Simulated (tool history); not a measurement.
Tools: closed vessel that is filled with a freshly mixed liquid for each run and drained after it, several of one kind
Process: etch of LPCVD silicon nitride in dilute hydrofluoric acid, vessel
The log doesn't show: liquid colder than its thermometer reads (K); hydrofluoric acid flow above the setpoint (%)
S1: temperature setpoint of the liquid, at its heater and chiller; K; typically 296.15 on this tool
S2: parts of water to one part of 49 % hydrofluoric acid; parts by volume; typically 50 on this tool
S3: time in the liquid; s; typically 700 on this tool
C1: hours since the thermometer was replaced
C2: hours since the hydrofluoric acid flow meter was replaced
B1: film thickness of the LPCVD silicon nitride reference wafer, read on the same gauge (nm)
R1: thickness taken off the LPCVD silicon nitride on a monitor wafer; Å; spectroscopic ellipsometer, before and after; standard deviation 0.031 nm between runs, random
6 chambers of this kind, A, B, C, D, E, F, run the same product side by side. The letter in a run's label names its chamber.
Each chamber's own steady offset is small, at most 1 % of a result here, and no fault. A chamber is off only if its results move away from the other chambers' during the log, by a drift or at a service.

| run | hour | S1 | S2 | S3 | C1 | C2 | B1 | R1 |
|---|---|---|---|---|---|---|---|---|
| 1C | 2.8 | 296.15 | 50 | 700 | 192.8 | 984.9 | 150.02 | 63.240 |
| 2E | 6.9 | 296.15 | 50 | 700 | 1536.2 | 2032.4 | 149.97 | 64.658 |
| 3D | 10.7 | 296.15 | 50 | 700 | 1573.9 | 1243.1 | 150.00 | 63.954 |
| 4B | 13.7 | 296.15 | 50 | 700 | 235.8 | 1331.9 | 150.00 | 64.365 |
| 5F | 17.5 | 296.15 | 50 | 700 | 232.3 | 1261.8 | 149.97 | 64.355 |
| 6A | 21.1 | 296.15 | 50 | 700 | 132.9 | 587.4 | 150.03 | 63.563 |
| 7A | 24.5 | 296.15 | 50 | 700 | 136.3 | 590.8 | 150.01 | 63.152 |
| 8F | 26.5 | 296.15 | 50 | 700 | 241.3 | 1270.8 | 149.99 | 64.777 |
| 9C | 30.5 | 296.15 | 50 | 700 | 220.5 | 1012.6 | 150.01 | 64.193 |
| 10B | 34.5 | 296.15 | 50 | 700 | 256.6 | 1352.7 | 150.01 | 63.765 |
| 11D | 36.5 | 296.15 | 50 | 700 | 1599.7 | 1268.9 | 150.01 | 64.222 |
| 12E | 40.0 | 296.15 | 50 | 700 | 1569.3 | 2065.5 | 150.03 | 64.158 |
| 13C | 44.0 | 296.15 | 50 | 700 | 234.0 | 1026.1 | 149.97 | 65.112 |
| 14F | 46.8 | 296.15 | 50 | 700 | 261.6 | 1291.1 | 150.01 | 64.294 |
| 15A | 50.1 | 296.15 | 50 | 700 | 161.9 | 616.4 | 149.99 | 64.237 |
| 16B | 52.2 | 296.15 | 50 | 700 | 274.3 | 1370.4 | 150.06 | 63.709 |
| 17E | 54.4 | 296.15 | 50 | 700 | 1583.7 | 2079.9 | 150.02 | 64.685 |
| 18D | 58.1 | 296.15 | 50 | 700 | 1621.3 | 1290.5 | 149.97 | 64.428 |
| 19F | 60.3 | 296.15 | 50 | 700 | 275.1 | 1304.6 | 150.01 | 64.553 |
| 20C | 63.6 | 296.15 | 50 | 700 | 253.6 | 1045.7 | 149.95 | 65.439 |
| 21B | 65.7 | 296.15 | 50 | 700 | 287.8 | 1383.9 | 150.02 | 64.278 |
| 22D | 69.9 | 296.15 | 50 | 700 | 1633.1 | 1302.3 | 149.98 | 63.785 |
| 23E | 73.2 | 296.15 | 60 | 305 | 1602.5 | 2098.7 | 149.99 | 23.780 |
| 24A | 75.1 | 296.15 | 60 | 305 | 186.9 | 641.4 | 150.03 | 23.183 |
| 25B | 78.7 | 296.15 | 60 | 305 | 300.8 | 1396.9 | 150.05 | 23.435 |
|  | 79.9 | chamber D: hydrofluoric acid flow meter replaced |
| 26F | 82.2 | 296.15 | 60 | 305 | 297.0 | 1326.5 | 150.01 | 23.304 |
| 27D | 85.5 | 296.15 | 60 | 305 | 1648.7 | 5.7 | 150.01 | 23.219 |
| 28E | 89.2 | 296.15 | 60 | 305 | 1618.5 | 2114.7 | 150.01 | 23.399 |
| 29A | 92.6 | 296.15 | 50 | 700 | 204.4 | 658.9 | 149.99 | 63.704 |
| 30C | 95.9 | 296.15 | 30 | 830 | 285.9 | 1078.0 | 150.03 | 131.420 |
| 31C | 99.5 | 296.15 | 30 | 830 | 289.5 | 1081.6 | 150.01 | 131.140 |
| 32D | 101.6 | 296.15 | 30 | 830 | 1664.8 | 21.8 | 150.00 | 125.630 |
| 33A | 103.9 | 296.15 | 30 | 830 | 215.7 | 670.2 | 150.00 | 123.520 |
| 34B | 106.0 | 296.15 | 30 | 830 | 328.1 | 1424.2 | 150.02 | 123.060 |
| 35F | 108.1 | 296.15 | 30 | 830 | 322.9 | 1352.4 | 149.98 | 123.860 |
| 36E | 111.5 | 296.15 | 50 | 700 | 1640.8 | 2137.0 | 150.04 | 64.653 |
| 37B | 114.0 | 296.15 | 50 | 700 | 336.1 | 1432.2 | 149.97 | 63.966 |

Does one chamber stand apart from the rest, does the shared gauge drift, or is all well apart from small per-chamber offsets? Give the chamber and the most likely cause, where there is one.

Chamber C drifts away from the others.
Cause: hydrofluoric acid flow above the setpoint (%) = 6.56.
The log might look much the same if the cause were instead: liquid hotter than its thermometer reads (K).

Here are 4 candidates for chamber C's next run, each the usual settings with a change, their results left as question marks. Which one brings its results back in line with what the others give on the usual settings?
Allowed miss from the other chambers' usual-settings mean, per result, to count as in line: R1 1.100 Å
| 38C-1 | 117.1 | 296.15 | 50 | 735 |  |  |  | ? |
| 38C-2 | 117.1 | 296.15 | 50 | 690 |  |  |  | ? |
| 38C-3 | 117.1 | 296.15 | 50 | 710 |  |  |  | ? |
| 38C-4 | 117.1 | 296.15 | 50 | 665 |  |  |  | ? |

Usual-settings mean across the other chambers: R1 64.075 Å
| run | R1 |
|---|---|
| 38C-1 | 70.589 |
| 38C-2 | 66.268 |
| 38C-3 | 68.188 |
| 38C-4 | 63.867 |
Change 38C-4 lands the chamber within the allowed miss of the other chambers.
